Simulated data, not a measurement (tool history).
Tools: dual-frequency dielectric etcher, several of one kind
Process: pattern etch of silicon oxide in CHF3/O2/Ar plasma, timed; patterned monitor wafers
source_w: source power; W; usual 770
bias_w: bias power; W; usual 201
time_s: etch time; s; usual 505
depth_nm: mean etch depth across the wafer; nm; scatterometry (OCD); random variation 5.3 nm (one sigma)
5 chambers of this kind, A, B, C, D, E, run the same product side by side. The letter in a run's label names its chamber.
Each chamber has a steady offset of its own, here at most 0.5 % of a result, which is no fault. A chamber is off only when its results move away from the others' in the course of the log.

run   hour  source_w  bias_w  time_s  hours since the last wet clean  hours since the last source power generator calibration  hours since the last bias power generator calibration  read-back reference wafer on the same gauge, depth_nm  depth_nm
 1E   12.2       770     201     505                            58.7                                                    762.3                                                  865.5                                                 1309.9    1144.2
 2C     19       770     201     505                           194.8                                                   4510.3                                                 1055.2                                                 1310.4    1134.1
 3B   28.8       770     201     505                           305.6                                                   1607.5                                                 3722.3                                                 1308.7    1145.7
      34.3  -- chamber A: source power generator calibrated
 4A   36.6       770     201     505                            53.7                                                      2.4                                                 2594.8                                                 1309.2    1141.7
 5D   49.2       860     229     505                           628.1                                                   1841.4                                                 1267.7                                                 1309.5    1241.5
 6E   59.7       860     229     505                           106.2                                                    809.8                                                    913                                                 1310.4      1243
 7B   72.8       860     229     505                           349.6                                                   1651.5                                                 3766.3                                                 1310.4    1233.3
 8D   80.9       860     229     505                           659.8                                                   1873.1                                                 1299.4                                                 1309.5    1254.8
 9C   94.5       860     229     505                           270.3                                                   4585.8                                                 1130.7                                                 1312.1    1242.7
10A  107.3       770     201     505                           124.4                                                     73.1                                                 2665.5                                                 1309.3    1145.2
11D  117.3       770     201     505                           696.2                                                   1909.5                                                 1335.8                                                 1309.8    1150.3
       122  -- chamber D: wet clean of the chamber
12A  125.8       770     201     505                           142.9                                                     91.6                                                   2684                                                 1310.7    1142.3
13C  134.5       770     201     505                           310.3                                                   4625.8                                                 1170.7                                                 1308.9    1141.5
14E  141.3       710     201     505                           187.8                                                    891.4                                                  994.6                                                 1310.5    1108.6
15B  150.7       710     201     505                           427.5                                                   1729.4                                                 3844.2                                                 1309.5    1101.6
     159.9  -- chamber B: wet clean of the chamber
16E  160.8       710     201     505                           207.3                                                    910.9                                                 1014.1                                                 1309.6    1116.5
17B  167.6       710     201     505                             7.7                                                   1746.3                                                 3861.1                                                 1309.4    1107.7
18D  181.1       710     201     505                            59.2                                                   1973.3                                                 1399.6                                                 1309.8      1110
19A  191.6       770     201     505                           208.7                                                    157.4                                                 2749.8                                                 1310.5    1141.3
20C  203.4       770     239     391                           379.2                                                   4694.7                                                 1239.6                                                 1309.6    934.09
21D  211.9       770     239     391                              90                                                   2004.1                                                 1430.4                                                 1309.7    938.51
22B  219.6       770     239     391                            59.7                                                   1798.3                                                 3913.1                                                 1310.7    936.46
23C  227.9       770     239     391                           403.7                                                   4719.2                                                 1264.1                                                   1308     931.1
24E  239.5       770     239     391                             286                                                    989.6                                                 1092.8                                                 1310.7    946.64
25A  248.4       770     201     505                           265.5                                                    214.2                                                 2806.6                                                 1309.7    1136.2
26E  261.3       770     201     505                           307.8                                                   1011.4                                                 1114.6                                                 1308.4    1146.9
     263.6  -- chamber C: source power generator calibrated
27D  273.3       770     201     505                           151.4                                                   2065.5                                                 1491.8                                                 1309.8    1137.4
     276.6  -- chamber B: bias power generator calibrated
28C    281       770     201     505                           456.8                                                     17.4                                                 1317.2                                                   1311    1143.1
     281.4  -- chamber C: wet clean of the chamber
29A  289.2       770     201     505                           306.3                                                      255                                                 2847.4                                                 1309.3    1144.3
30B  295.8       770     168   622.5                           135.9                                                   1874.5                                                   19.2                                                 1309.7    1309.6
31C  307.9       770     168   622.5                            26.5                                                     44.3                                                 1344.1                                                 1310.1    1326.1
32E  318.4       770     168   622.5                           364.9                                                   1068.5                                                 1171.7                                                 1309.8    1337.9
33D  332.1       770     168   622.5                           210.2                                                   2124.3                                                 1550.6                                                 1308.6    1329.7
     336.9  -- chamber B: source power generator calibrated
34A  341.5       770     168   622.5                           358.6                                                    307.3                                                 2899.7                                                 1309.6    1322.9
     346.9  -- chamber A: bias power generator calibrated
35B  355.6       770     201     505                           195.7                                                     18.7                                                     79                                                 1311.2      1129
36D  363.3       770     201     576                           241.4                                                   2155.5                                                 1581.8                                                 1310.1    1300.1
37B  374.4       770     201     576                           214.5                                                     37.5                                                   97.8                                                 1310.4    1298.3
38A  384.1       770     201     576                           401.2                                                    349.9                                                   37.2                                                 1311.4    1302.6
39C  390.6       770     201     576                           109.2                                                      127                                                 1426.8                                                 1310.9    1286.1

Is one chamber off against the others, does the gauge drift, or is nothing wrong? If a chamber is off, say which, and what the likeliest cause is.

No chamber stands off beyond its own small offset, and the gauge holds steady.

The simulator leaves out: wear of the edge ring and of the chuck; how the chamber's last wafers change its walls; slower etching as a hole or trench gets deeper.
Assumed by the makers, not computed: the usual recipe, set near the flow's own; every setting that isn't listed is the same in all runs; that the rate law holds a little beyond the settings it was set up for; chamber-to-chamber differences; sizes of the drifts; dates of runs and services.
